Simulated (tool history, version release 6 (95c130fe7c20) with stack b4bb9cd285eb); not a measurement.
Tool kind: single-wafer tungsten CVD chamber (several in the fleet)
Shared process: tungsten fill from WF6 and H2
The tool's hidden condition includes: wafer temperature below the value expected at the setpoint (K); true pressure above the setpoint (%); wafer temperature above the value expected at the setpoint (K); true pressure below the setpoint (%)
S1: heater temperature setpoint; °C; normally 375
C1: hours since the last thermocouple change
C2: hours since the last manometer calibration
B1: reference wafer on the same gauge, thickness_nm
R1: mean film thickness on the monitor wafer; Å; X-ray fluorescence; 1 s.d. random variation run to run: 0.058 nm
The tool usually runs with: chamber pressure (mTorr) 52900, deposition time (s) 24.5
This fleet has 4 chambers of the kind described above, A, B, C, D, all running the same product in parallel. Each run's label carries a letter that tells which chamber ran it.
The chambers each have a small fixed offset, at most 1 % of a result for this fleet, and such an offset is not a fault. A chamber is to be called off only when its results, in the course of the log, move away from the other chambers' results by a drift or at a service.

{"run": "1D", "hour": 11.0, "S1": 375, "chamber pressure (mTorr)": 52900, "deposition time (s)": 24.5, "C1": 589.2, "C2": 695.3, "B1": 62.502, "R1": 569.04}
{"run": "2A", "hour": 24.4, "S1": 375, "chamber pressure (mTorr)": 52900, "deposition time (s)": 24.5, "C1": 1717.8, "C2": 190.4, "B1": 62.507, "R1": 567.82}
{"run": "3C", "hour": 34.3, "S1": 375, "chamber pressure (mTorr)": 52900, "deposition time (s)": 24.5, "C1": 394.7, "C2": 869.6, "B1": 62.459, "R1": 562.86}
{"run": "4B", "hour": 42.2, "S1": 375, "chamber pressure (mTorr)": 52900, "deposition time (s)": 24.5, "C1": 2134.4, "C2": 327.6, "B1": 62.462, "R1": 568.29}
{"hour": 43.0, "done": "chamber A: thermocouple changed; heater temperature recalibrated"}
{"run": "5D", "hour": 53.0, "S1": 375, "chamber pressure (mTorr)": 52900, "deposition time (s)": 24.5, "C1": 631.2, "C2": 737.3, "B1": 62.445, "R1": 568.37}
{"run": "6A", "hour": 62.0, "S1": 375, "chamber pressure (mTorr)": 52900, "deposition time (s)": 24.5, "C1": 19, "C2": 228, "B1": 62.449, "R1": 568.19}
{"run": "7C", "hour": 69.7, "S1": 375, "chamber pressure (mTorr)": 52900, "deposition time (s)": 24.5, "C1": 430.1, "C2": 905, "B1": 62.458, "R1": 562.77}
{"run": "8B", "hour": 79.9, "S1": 375, "chamber pressure (mTorr)": 52900, "deposition time (s)": 24.5, "C1": 2172.1, "C2": 365.3, "B1": 62.439, "R1": 568.05}
{"run": "9B", "hour": 86.3, "S1": 375, "chamber pressure (mTorr)": 52900, "deposition time (s)": 24.5, "C1": 2178.5, "C2": 371.7, "B1": 62.418, "R1": 567.48}
{"run": "10C", "hour": 95.4, "S1": 375, "chamber pressure (mTorr)": 52900, "deposition time (s)": 24.5, "C1": 455.8, "C2": 930.7, "B1": 62.407, "R1": 561.86}
{"run": "11D", "hour": 105.7, "S1": 375, "chamber pressure (mTorr)": 47200, "deposition time (s)": 24.5, "C1": 683.9, "C2": 790, "B1": 62.4, "R1": 539.48}
{"run": "12A", "hour": 113.0, "S1": 375, "chamber pressure (mTorr)": 47200, "deposition time (s)": 24.5, "C1": 70, "C2": 279, "B1": 62.404, "R1": 538.62}
{"run": "13B", "hour": 123.8, "S1": 375, "chamber pressure (mTorr)": 47200, "deposition time (s)": 24.5, "C1": 2216, "C2": 409.2, "B1": 62.393, "R1": 538.29}
{"run": "14C", "hour": 135.0, "S1": 375, "chamber pressure (mTorr)": 47200, "deposition time (s)": 24.5, "C1": 495.4, "C2": 970.3, "B1": 62.406, "R1": 534.02}
{"run": "15D", "hour": 145.4, "S1": 380, "chamber pressure (mTorr)": 63800, "deposition time (s)": 24.5, "C1": 723.6, "C2": 829.7, "B1": 62.384, "R1": 683.59}
{"run": "16A", "hour": 158.1, "S1": 380, "chamber pressure (mTorr)": 63800, "deposition time (s)": 24.5, "C1": 115.1, "C2": 324.1, "B1": 62.377, "R1": 683.08}
{"run": "17C", "hour": 164.3, "S1": 380, "chamber pressure (mTorr)": 63800, "deposition time (s)": 24.5, "C1": 524.7, "C2": 999.6, "B1": 62.374, "R1": 675.17}
{"run": "18B", "hour": 174.4, "S1": 380, "chamber pressure (mTorr)": 63800, "deposition time (s)": 24.5, "C1": 2266.6, "C2": 459.8, "B1": 62.358, "R1": 685.52}
{"run": "19A", "hour": 187.2, "S1": 380, "chamber pressure (mTorr)": 45200, "deposition time (s)": 24.5, "C1": 144.2, "C2": 353.2, "B1": 62.34, "R1": 584.33}
{"hour": 193.0, "done": "chamber C: capacitance manometer re-zeroed and calibrated"}
{"run": "20D", "hour": 194.5, "S1": 380, "chamber pressure (mTorr)": 45200, "deposition time (s)": 24.5, "C1": 772.7, "C2": 878.8, "B1": 62.353, "R1": 586.83}
{"run": "21A", "hour": 206.9, "S1": 380, "chamber pressure (mTorr)": 45200, "deposition time (s)": 24.5, "C1": 163.9, "C2": 372.9, "B1": 62.332, "R1": 584.34}
{"run": "22D", "hour": 214.3, "S1": 380, "chamber pressure (mTorr)": 45200, "deposition time (s)": 24.5, "C1": 792.5, "C2": 898.6, "B1": 62.339, "R1": 585.51}
{"run": "23C", "hour": 220.4, "S1": 375, "chamber pressure (mTorr)": 52900, "deposition time (s)": 24.5, "C1": 580.8, "C2": 27.5, "B1": 62.32, "R1": 561.18}
{"run": "24B", "hour": 231.0, "S1": 375, "chamber pressure (mTorr)": 52900, "deposition time (s)": 24.5, "C1": 2323.2, "C2": 516.4, "B1": 62.326, "R1": 566.65}
{"run": "25C", "hour": 241.3, "S1": 375, "chamber pressure (mTorr)": 52900, "deposition time (s)": 24.5, "C1": 601.7, "C2": 48.4, "B1": 62.294, "R1": 560.19}
{"run": "26B", "hour": 254.1, "S1": 375, "chamber pressure (mTorr)": 52900, "deposition time (s)": 24.5, "C1": 2346.3, "C2": 539.5, "B1": 62.294, "R1": 566.66}
{"run": "27D", "hour": 266.6, "S1": 375, "chamber pressure (mTorr)": 52900, "deposition time (s)": 24.5, "C1": 844.8, "C2": 950.9, "B1": 62.299, "R1": 567.16}
{"run": "28A", "hour": 278.4, "S1": 375, "chamber pressure (mTorr)": 52900, "deposition time (s)": 22, "C1": 235.4, "C2": 444.4, "B1": 62.289, "R1": 508.63}
{"run": "29D", "hour": 288.5, "S1": 375, "chamber pressure (mTorr)": 52900, "deposition time (s)": 22, "C1": 866.7, "C2": 972.8, "B1": 62.273, "R1": 508.72}
{"run": "30B", "hour": 301.7, "S1": 375, "chamber pressure (mTorr)": 52900, "deposition time (s)": 22, "C1": 2393.9, "C2": 587.1, "B1": 62.269, "R1": 508.91}
{"run": "31C", "hour": 313.5, "S1": 375, "chamber pressure (mTorr)": 52900, "deposition time (s)": 22, "C1": 673.9, "C2": 120.6, "B1": 62.262, "R1": 503.38}
{"run": "32A", "hour": 326.1, "S1": 375, "chamber pressure (mTorr)": 52900, "deposition time (s)": 24.5, "C1": 283.1, "C2": 492.1, "B1": 62.255, "R1": 565.85}

What goes on in this fleet: one chamber off, a drifting gauge, or nothing beyond the chambers' own small offsets? Name the chamber and the cause, if any.

None of the chambers is off. What moves is the gauge, dragging all their readings along together.
Cause: gauge reads low (%) = 0.42.

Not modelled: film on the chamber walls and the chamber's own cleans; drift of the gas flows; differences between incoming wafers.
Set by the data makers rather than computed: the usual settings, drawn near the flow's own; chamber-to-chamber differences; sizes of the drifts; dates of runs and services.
